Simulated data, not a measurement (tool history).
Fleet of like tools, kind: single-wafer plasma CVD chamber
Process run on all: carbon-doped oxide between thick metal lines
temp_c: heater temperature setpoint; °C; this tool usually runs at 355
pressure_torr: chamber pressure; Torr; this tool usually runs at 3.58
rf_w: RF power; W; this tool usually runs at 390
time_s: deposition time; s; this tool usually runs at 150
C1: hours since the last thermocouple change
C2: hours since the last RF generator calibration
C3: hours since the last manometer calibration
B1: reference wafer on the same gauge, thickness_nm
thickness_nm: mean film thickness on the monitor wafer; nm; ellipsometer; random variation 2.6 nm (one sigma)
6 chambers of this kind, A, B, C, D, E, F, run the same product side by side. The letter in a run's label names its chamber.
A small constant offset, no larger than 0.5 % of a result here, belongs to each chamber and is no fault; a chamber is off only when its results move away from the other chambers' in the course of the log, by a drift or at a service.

{"hour": 3.7, "done": "chamber A: RF generator calibrated"}
{"run": "1D", "hour": 5.3, "temp_c": 355, "pressure_torr": 3.58, "rf_w": 390, "time_s": 150, "C1": 941.1, "C2": 673.1, "C3": 456.8, "B1": 605.25, "thickness_nm": 601.86}
{"run": "2B", "hour": 10.9, "temp_c": 355, "pressure_torr": 3.58, "rf_w": 390, "time_s": 150, "C1": 948.7, "C2": 467.2, "C3": 1009.6, "B1": 604.65, "thickness_nm": 600.64}
{"run": "3F", "hour": 16.6, "temp_c": 355, "pressure_torr": 3.58, "rf_w": 390, "time_s": 150, "C1": 1581.2, "C2": 1088.2, "C3": 1174, "B1": 604.21, "thickness_nm": 598.34}
{"run": "4A", "hour": 21.7, "temp_c": 355, "pressure_torr": 3.58, "rf_w": 390, "time_s": 150, "C1": 902.6, "C2": 18.1, "C3": 391.1, "B1": 605.12, "thickness_nm": 603.3}
{"run": "5C", "hour": 25.4, "temp_c": 355, "pressure_torr": 3.58, "rf_w": 390, "time_s": 150, "C1": 941.2, "C2": 715.2, "C3": 398.3, "B1": 604.92, "thickness_nm": 599.78}
{"run": "6E", "hour": 32.0, "temp_c": 355, "pressure_torr": 3.58, "rf_w": 390, "time_s": 150, "C1": 71.7, "C2": 1078.9, "C3": 1888.2, "B1": 605.42, "thickness_nm": 597.05}
{"run": "7E", "hour": 38.9, "temp_c": 355, "pressure_torr": 3.58, "rf_w": 335, "time_s": 150, "C1": 78.6, "C2": 1085.8, "C3": 1895.1, "B1": 604.89, "thickness_nm": 529.38}
{"run": "8F", "hour": 45.9, "temp_c": 355, "pressure_torr": 3.58, "rf_w": 335, "time_s": 150, "C1": 1610.5, "C2": 1117.5, "C3": 1203.3, "B1": 605.11, "thickness_nm": 530.62}
{"run": "9C", "hour": 49.2, "temp_c": 355, "pressure_torr": 3.58, "rf_w": 335, "time_s": 150, "C1": 965, "C2": 739, "C3": 422.1, "B1": 604.99, "thickness_nm": 533.24}
{"run": "10D", "hour": 55.3, "temp_c": 355, "pressure_torr": 3.58, "rf_w": 335, "time_s": 150, "C1": 991.1, "C2": 723.1, "C3": 506.8, "B1": 604.72, "thickness_nm": 536.4}
{"run": "11A", "hour": 58.4, "temp_c": 355, "pressure_torr": 3.58, "rf_w": 335, "time_s": 150, "C1": 939.3, "C2": 54.8, "C3": 427.8, "B1": 605.26, "thickness_nm": 538.95}
{"run": "12B", "hour": 64.1, "temp_c": 355, "pressure_torr": 3.58, "rf_w": 335, "time_s": 150, "C1": 1001.9, "C2": 520.4, "C3": 1062.8, "B1": 605.04, "thickness_nm": 534.79}
{"run": "13B", "hour": 68.9, "temp_c": 355, "pressure_torr": 3.58, "rf_w": 390, "time_s": 150, "C1": 1006.7, "C2": 525.2, "C3": 1067.6, "B1": 605.63, "thickness_nm": 600.45}
{"run": "14D", "hour": 73.1, "temp_c": 355, "pressure_torr": 3.58, "rf_w": 390, "time_s": 150, "C1": 1008.9, "C2": 740.9, "C3": 524.6, "B1": 605.93, "thickness_nm": 600.74}
{"run": "15C", "hour": 76.8, "temp_c": 355, "pressure_torr": 3.58, "rf_w": 390, "time_s": 150, "C1": 992.6, "C2": 766.6, "C3": 449.7, "B1": 605.64, "thickness_nm": 599.78}
{"run": "16F", "hour": 83.6, "temp_c": 355, "pressure_torr": 3.58, "rf_w": 390, "time_s": 150, "C1": 1648.2, "C2": 1155.2, "C3": 1241, "B1": 604.7, "thickness_nm": 595.67}
{"run": "17E", "hour": 87.5, "temp_c": 355, "pressure_torr": 3.58, "rf_w": 390, "time_s": 150, "C1": 127.2, "C2": 1134.4, "C3": 1943.7, "B1": 605.06, "thickness_nm": 590.92}
{"run": "18A", "hour": 94.0, "temp_c": 344, "pressure_torr": 3.58, "rf_w": 390, "time_s": 150, "C1": 974.9, "C2": 90.4, "C3": 463.4, "B1": 605.69, "thickness_nm": 618.18}
{"run": "19B", "hour": 98.5, "temp_c": 344, "pressure_torr": 3.58, "rf_w": 390, "time_s": 150, "C1": 1036.3, "C2": 554.8, "C3": 1097.2, "B1": 605.53, "thickness_nm": 615.8}
{"run": "20A", "hour": 102.1, "temp_c": 344, "pressure_torr": 3.58, "rf_w": 390, "time_s": 150, "C1": 983, "C2": 98.5, "C3": 471.5, "B1": 604.89, "thickness_nm": 622.41}
{"run": "21F", "hour": 106.3, "temp_c": 344, "pressure_torr": 3.58, "rf_w": 390, "time_s": 150, "C1": 1670.9, "C2": 1177.9, "C3": 1263.7, "B1": 605.04, "thickness_nm": 617.55}
{"run": "22E", "hour": 110.5, "temp_c": 344, "pressure_torr": 3.58, "rf_w": 390, "time_s": 150, "C1": 150.2, "C2": 1157.4, "C3": 1966.7, "B1": 604.97, "thickness_nm": 614.74}
{"run": "23D", "hour": 114.5, "temp_c": 344, "pressure_torr": 3.58, "rf_w": 390, "time_s": 150, "C1": 1050.3, "C2": 782.3, "C3": 566, "B1": 605.38, "thickness_nm": 619.6}
{"run": "24C", "hour": 119.6, "temp_c": 355, "pressure_torr": 3.58, "rf_w": 390, "time_s": 150, "C1": 1035.4, "C2": 809.4, "C3": 492.5, "B1": 604.81, "thickness_nm": 601.61}
{"run": "25A", "hour": 125.9, "temp_c": 361, "pressure_torr": 3.28, "rf_w": 390, "time_s": 150, "C1": 1006.8, "C2": 122.3, "C3": 495.3, "B1": 605.32, "thickness_nm": 583.84}
{"run": "26B", "hour": 131.2, "temp_c": 361, "pressure_torr": 3.28, "rf_w": 390, "time_s": 150, "C1": 1069, "C2": 587.5, "C3": 1129.9, "B1": 604.96, "thickness_nm": 587.34}
{"run": "27D", "hour": 135.9, "temp_c": 361, "pressure_torr": 3.28, "rf_w": 390, "time_s": 150, "C1": 1071.7, "C2": 803.7, "C3": 587.4, "B1": 605.01, "thickness_nm": 584.86}
{"run": "28E", "hour": 141.9, "temp_c": 361, "pressure_torr": 3.28, "rf_w": 390, "time_s": 150, "C1": 181.6, "C2": 1188.8, "C3": 1998.1, "B1": 604.94, "thickness_nm": 582.46}
{"run": "29F", "hour": 145.5, "temp_c": 361, "pressure_torr": 3.28, "rf_w": 390, "time_s": 150, "C1": 1710.1, "C2": 1217.1, "C3": 1302.9, "B1": 605.09, "thickness_nm": 580.08}
{"run": "30C", "hour": 150.8, "temp_c": 361, "pressure_torr": 3.28, "rf_w": 390, "time_s": 150, "C1": 1066.6, "C2": 840.6, "C3": 523.7, "B1": 605.06, "thickness_nm": 585.85}
{"run": "31F", "hour": 154.9, "temp_c": 355, "pressure_torr": 3.58, "rf_w": 390, "time_s": 150, "C1": 1719.5, "C2": 1226.5, "C3": 1312.3, "B1": 604.55, "thickness_nm": 602.27}
{"run": "32D", "hour": 159.7, "temp_c": 355, "pressure_torr": 3.58, "rf_w": 390, "time_s": 150, "C1": 1095.5, "C2": 827.5, "C3": 611.2, "B1": 604.95, "thickness_nm": 603.92}
{"run": "33B", "hour": 166.3, "temp_c": 355, "pressure_torr": 3.58, "rf_w": 390, "time_s": 150, "C1": 1104.1, "C2": 622.6, "C3": 1165, "B1": 605.04, "thickness_nm": 601.07}
{"hour": 169.1, "done": "chamber C: RF generator calibrated"}
{"run": "34C", "hour": 172.5, "temp_c": 355, "pressure_torr": 3.58, "rf_w": 390, "time_s": 150, "C1": 1088.3, "C2": 3.5, "C3": 545.4, "B1": 604.78, "thickness_nm": 602.56}
{"run": "35A", "hour": 177.1, "temp_c": 355, "pressure_torr": 3.58, "rf_w": 390, "time_s": 150, "C1": 1058, "C2": 173.5, "C3": 546.5, "B1": 605.03, "thickness_nm": 601.81}
{"run": "36E", "hour": 181.2, "temp_c": 355, "pressure_torr": 3.58, "rf_w": 390, "time_s": 150, "C1": 220.9, "C2": 1228.1, "C3": 2037.4, "B1": 604.66, "thickness_nm": 591.73}
{"run": "37E", "hour": 185.8, "temp_c": 355, "pressure_torr": 2.8, "rf_w": 415, "time_s": 150, "C1": 225.5, "C2": 1232.7, "C3": 2042, "B1": 604.25, "thickness_nm": 612.75}

Predict what each chamber gives when all 6 of them run the settings below next.
{"run": "38A", "hour": 190.9, "temp_c": 355, "pressure_torr": 3.58, "rf_w": 390, "time_s": 150, "thickness_nm": "?"}
{"run": "38B", "hour": 190.9, "temp_c": 355, "pressure_torr": 3.58, "rf_w": 390, "time_s": 150, "thickness_nm": "?"}
{"run": "38C", "hour": 190.9, "temp_c": 355, "pressure_torr": 3.58, "rf_w": 390, "time_s": 150, "thickness_nm": "?"}
{"run": "38D", "hour": 190.9, "temp_c": 355, "pressure_torr": 3.58, "rf_w": 390, "time_s": 150, "thickness_nm": "?"}
{"run": "38E", "hour": 190.9, "temp_c": 355, "pressure_torr": 3.58, "rf_w": 390, "time_s": 150, "thickness_nm": "?"}
{"run": "38F", "hour": 190.9, "temp_c": 355, "pressure_torr": 3.58, "rf_w": 390, "time_s": 150, "thickness_nm": "?"}

run=38A thickness_nm=602.6
run=38B thickness_nm=603.91
run=38C thickness_nm=599.94
run=38D thickness_nm=603.01
run=38E thickness_nm=594.43
run=38F thickness_nm=595.14
